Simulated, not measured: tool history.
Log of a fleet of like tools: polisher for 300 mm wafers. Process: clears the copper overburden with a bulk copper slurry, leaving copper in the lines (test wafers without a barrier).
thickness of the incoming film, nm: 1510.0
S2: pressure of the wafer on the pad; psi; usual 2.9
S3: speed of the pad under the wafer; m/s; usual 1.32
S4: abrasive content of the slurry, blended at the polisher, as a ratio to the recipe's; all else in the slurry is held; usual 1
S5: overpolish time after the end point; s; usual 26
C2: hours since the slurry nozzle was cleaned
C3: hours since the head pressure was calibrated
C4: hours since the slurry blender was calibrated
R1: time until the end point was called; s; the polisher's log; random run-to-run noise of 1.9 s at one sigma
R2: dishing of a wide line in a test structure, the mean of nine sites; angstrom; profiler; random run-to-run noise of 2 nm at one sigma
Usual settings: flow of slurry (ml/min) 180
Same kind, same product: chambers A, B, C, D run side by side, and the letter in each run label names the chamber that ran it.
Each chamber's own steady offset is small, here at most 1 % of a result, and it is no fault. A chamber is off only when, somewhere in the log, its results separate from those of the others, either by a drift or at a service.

-- day=0.288 chamber A: slurry nozzle cleaned
run 1C day=0.388 | flow_of_slurry_(ml/min)=180 S2=2.9 S3=1.32 S4=1 S5=26 | wafers_polished_on_this_pad=365 C2=281.9 C3=794 C4=95.2 | R1=99.968 R2=1048.2
-- day=0.621 chamber D: worn pad replaced by a new one
run 2B day=0.75 | flow_of_slurry_(ml/min)=180 S2=2.9 S3=1.32 S4=1 S5=26 | wafers_polished_on_this_pad=324 C2=91 C3=1383.4 C4=405.3 | R1=99.765 R2=1031.1
run 3A day=1.192 | flow_of_slurry_(ml/min)=180 S2=2.9 S3=1.32 S4=1 S5=26 | wafers_polished_on_this_pad=461 C2=21.8 C3=356.5 C4=174.2 | R1=99.641 R2=1043.7
run 4D day=1.496 | flow_of_slurry_(ml/min)=180 S2=2.9 S3=1.32 S4=1 S5=26 | wafers_polished_on_this_pad=167 C2=293.8 C3=516.2 C4=129.3 | R1=102.05 R2=1044.7
-- day=1.771 chamber C: slurry nozzle cleaned
run 5D day=1.846 | flow_of_slurry_(ml/min)=180 S2=2.9 S3=1.32 S4=1 S5=26 | wafers_polished_on_this_pad=234 C2=302.2 C3=524.6 C4=137.7 | R1=100.15 R2=1021.4
run 6C day=2.129 | flow_of_slurry_(ml/min)=180 S2=2.9 S3=1.32 S4=1 S5=26 | wafers_polished_on_this_pad=698 C2=8.6 C3=835.8 C4=137 | R1=97.521 R2=1022.4
-- day=2.133 chamber A: worn pad replaced by a new one
-- day=2.558 chamber C: worn pad replaced by a new one
run 7B day=2.617 | flow_of_slurry_(ml/min)=180 S2=2.9 S3=1.32 S4=1 S5=26 | wafers_polished_on_this_pad=681 C2=135.8 C3=1428.2 C4=450.1 | R1=101.34 R2=1012.1
run 8A day=3.033 | flow_of_slurry_(ml/min)=180 S2=2.9 S3=1.46 S4=1 S5=26 | wafers_polished_on_this_pad=172 C2=66 C3=400.7 C4=218.4 | R1=94.686 R2=1027.1
-- day=3.142 chamber A: slurry blender recalibrated
run 9C day=3.279 | flow_of_slurry_(ml/min)=180 S2=2.9 S3=1.46 S4=1 S5=26 | wafers_polished_on_this_pad=138 C2=36.2 C3=863.4 C4=164.6 | R1=92.531 R2=1042.4
-- day=3.388 chamber B: slurry blender recalibrated
run 10B day=3.621 | flow_of_slurry_(ml/min)=180 S2=2.9 S3=1.46 S4=1 S5=26 | wafers_polished_on_this_pad=873 C2=159.9 C3=1452.3 C4=5.6 | R1=89.218 R2=988.94
run 11A day=4.004 | flow_of_slurry_(ml/min)=180 S2=2.9 S3=1.46 S4=1 S5=26 | wafers_polished_on_this_pad=358 C2=89.3 C3=424 C4=20.8 | R1=90.953 R2=1036
run 12D day=4.417 | flow_of_slurry_(ml/min)=180 S2=2.9 S3=1.32 S4=1 S5=26 | wafers_polished_on_this_pad=726 C2=363.9 C3=586.3 C4=199.4 | R1=102.7 R2=1028.2
-- day=4.733 chamber A: head pressure recalibrated
run 13A day=4.888 | flow_of_slurry_(ml/min)=180 S2=2.9 S3=1.32 S4=1 S5=26 | wafers_polished_on_this_pad=527 C2=110.5 C3=3.8 C4=42 | R1=91.897 R2=1061.1
-- day=4.967 chamber B: worn pad replaced by a new one
-- day=5.033 chamber D: worn pad replaced by a new one
run 14B day=5.146 | flow_of_slurry_(ml/min)=180 S2=2.9 S3=1.32 S4=1 S5=26 | wafers_polished_on_this_pad=34 C2=196.5 C3=1488.9 C4=42.2 | R1=102.7 R2=1020.3
-- day=5.275 chamber A: worn pad replaced by a new one
run 15C day=5.596 | flow_of_slurry_(ml/min)=180 S2=2.9 S3=1.32 S4=1 S5=26 | wafers_polished_on_this_pad=582 C2=91.8 C3=919 C4=220.2 | R1=98.845 R2=978.27
-- day=5.829 chamber B: head pressure recalibrated
run 16D day=6.083 | flow_of_slurry_(ml/min)=180 S2=2.9 S3=1.32 S4=1 S5=26 | wafers_polished_on_this_pad=201 C2=403.9 C3=626.3 C4=239.4 | R1=106.45 R2=1057.5
run 17C day=6.438 | flow_of_slurry_(ml/min)=180 S2=2.9 S3=1.32 S4=1 S5=26 | wafers_polished_on_this_pad=743 C2=112 C3=939.2 C4=240.4 | R1=102.43 R2=1032.2
run 18A day=6.717 | flow_of_slurry_(ml/min)=180 S2=2.9 S3=1.32 S4=1 S5=26 | wafers_polished_on_this_pad=276 C2=154.4 C3=47.7 C4=85.9 | R1=90.919 R2=1081.7
-- day=7.05 chamber C: worn pad replaced by a new one
run 19D day=7.204 | flow_of_slurry_(ml/min)=180 S2=2.9 S3=1.32 S4=1 S5=26 | wafers_polished_on_this_pad=415 C2=430.8 C3=653.2 C4=266.3 | R1=103.18 R2=1029.9
-- day=7.221 chamber C: head pressure recalibrated
-- day=7.475 chamber C: slurry blender recalibrated
run 20B day=7.638 | flow_of_slurry_(ml/min)=180 S2=2.5 S3=1.32 S4=1 S5=39 | wafers_polished_on_this_pad=511 C2=256.3 C3=43.5 C4=102 | R1=116.94 R2=993.5
run 21B day=7.938 | flow_of_slurry_(ml/min)=180 S2=2.5 S3=1.32 S4=1 S5=39 | wafers_polished_on_this_pad=569 C2=263.5 C3=50.7 C4=109.2 | R1=119.65 R2=981.5
run 22C day=8.162 | flow_of_slurry_(ml/min)=180 S2=2.5 S3=1.32 S4=1 S5=39 | wafers_polished_on_this_pad=213 C2=153.4 C3=22.6 C4=16.5 | R1=117.02 R2=1031.2
-- day=8.192 chamber A: worn pad replaced by a new one
run 23D day=8.579 | flow_of_slurry_(ml/min)=180 S2=2.5 S3=1.32 S4=1 S5=39 | wafers_polished_on_this_pad=679 C2=463.8 C3=686.2 C4=299.3 | R1=118.04 R2=1027.8
run 24A day=8.938 | flow_of_slurry_(ml/min)=180 S2=2.9 S3=1 S4=1 S5=26 | wafers_polished_on_this_pad=143 C2=207.7 C3=101 C4=139.2 | R1=118.69 R2=998.71
run 25C day=9.217 | flow_of_slurry_(ml/min)=180 S2=2.9 S3=1 S4=1 S5=26 | wafers_polished_on_this_pad=415 C2=178.7 C3=47.9 C4=41.8 | R1=132.95 R2=964.83
run 26B day=9.5 | flow_of_slurry_(ml/min)=180 S2=2.9 S3=1 S4=1 S5=26 | wafers_polished_on_this_pad=868 C2=301 C3=88.2 C4=146.7 | R1=132.04 R2=957.86
run 27A day=10 | flow_of_slurry_(ml/min)=180 S2=2.9 S3=1 S4=1 S5=26 | wafers_polished_on_this_pad=346 C2=233.2 C3=126.5 C4=164.7 | R1=120.36 R2=1021.8
-- day=10.033 chamber B: worn pad replaced by a new one
-- day=10.354 chamber D: slurry blender recalibrated
run 28D day=10.475 | flow_of_slurry_(ml/min)=180 S2=2.2 S3=1.32 S4=1 S5=26 | wafers_polished_on_this_pad=1042 C2=509.3 C3=731.7 C4=2.9 | R1=133.13 R2=926.12
run 29B day=10.821 | flow_of_slurry_(ml/min)=180 S2=2.2 S3=1.32 S4=1 S5=26 | wafers_polished_on_this_pad=151 C2=332.7 C3=119.9 C4=178.4 | R1=134.59 R2=926.92

Has any chamber moved away from the others, gradually or after a service, or does the common gauge drift, or do the chambers differ only by their own small steady offsets? State the chamber and the most likely cause if one applies.

After it was serviced, chamber A no longer matches the other chambers.
Likeliest cause: head's pressure above its setpoint, % = 11.2.

Here are 4 candidates for chamber A's next run, each the usual settings with a change, their results left as question marks. Which one brings its results back in line with what the others give on the usual settings?
In line means no further than this from the other chambers' mean on the usual settings: R1 6.7 s; R2 70 angstrom
run 30A-1 day=11.188 | flow_of_slurry_(ml/min)=180 S2=3.4 S3=1.4 S4=1 S5=32 | R1=? R2=?
run 30A-2 day=11.188 | flow_of_slurry_(ml/min)=180 S2=3.1 S3=1.36 S4=1 S5=29 | R1=? R2=?
run 30A-3 day=11.188 | flow_of_slurry_(ml/min)=180 S2=2.5 S3=1.24 S4=1 S5=22 | R1=? R2=?
run 30A-4 day=11.188 | flow_of_slurry_(ml/min)=180 S2=2.7 S3=1.28 S4=1 S5=23 | R1=? R2=?

The other chambers' mean on the usual settings: R1 101.45 s; R2 1015.7 angstrom
run=30A-1 R1=74.539 R2=1158.1
run=30A-2 R1=84.018 R2=1116
run=30A-3 R1=113.72 R2=959.54
run=30A-4 R1=102.19 R2=1012.7
30A-4 puts the chamber back in line with the other chambers.

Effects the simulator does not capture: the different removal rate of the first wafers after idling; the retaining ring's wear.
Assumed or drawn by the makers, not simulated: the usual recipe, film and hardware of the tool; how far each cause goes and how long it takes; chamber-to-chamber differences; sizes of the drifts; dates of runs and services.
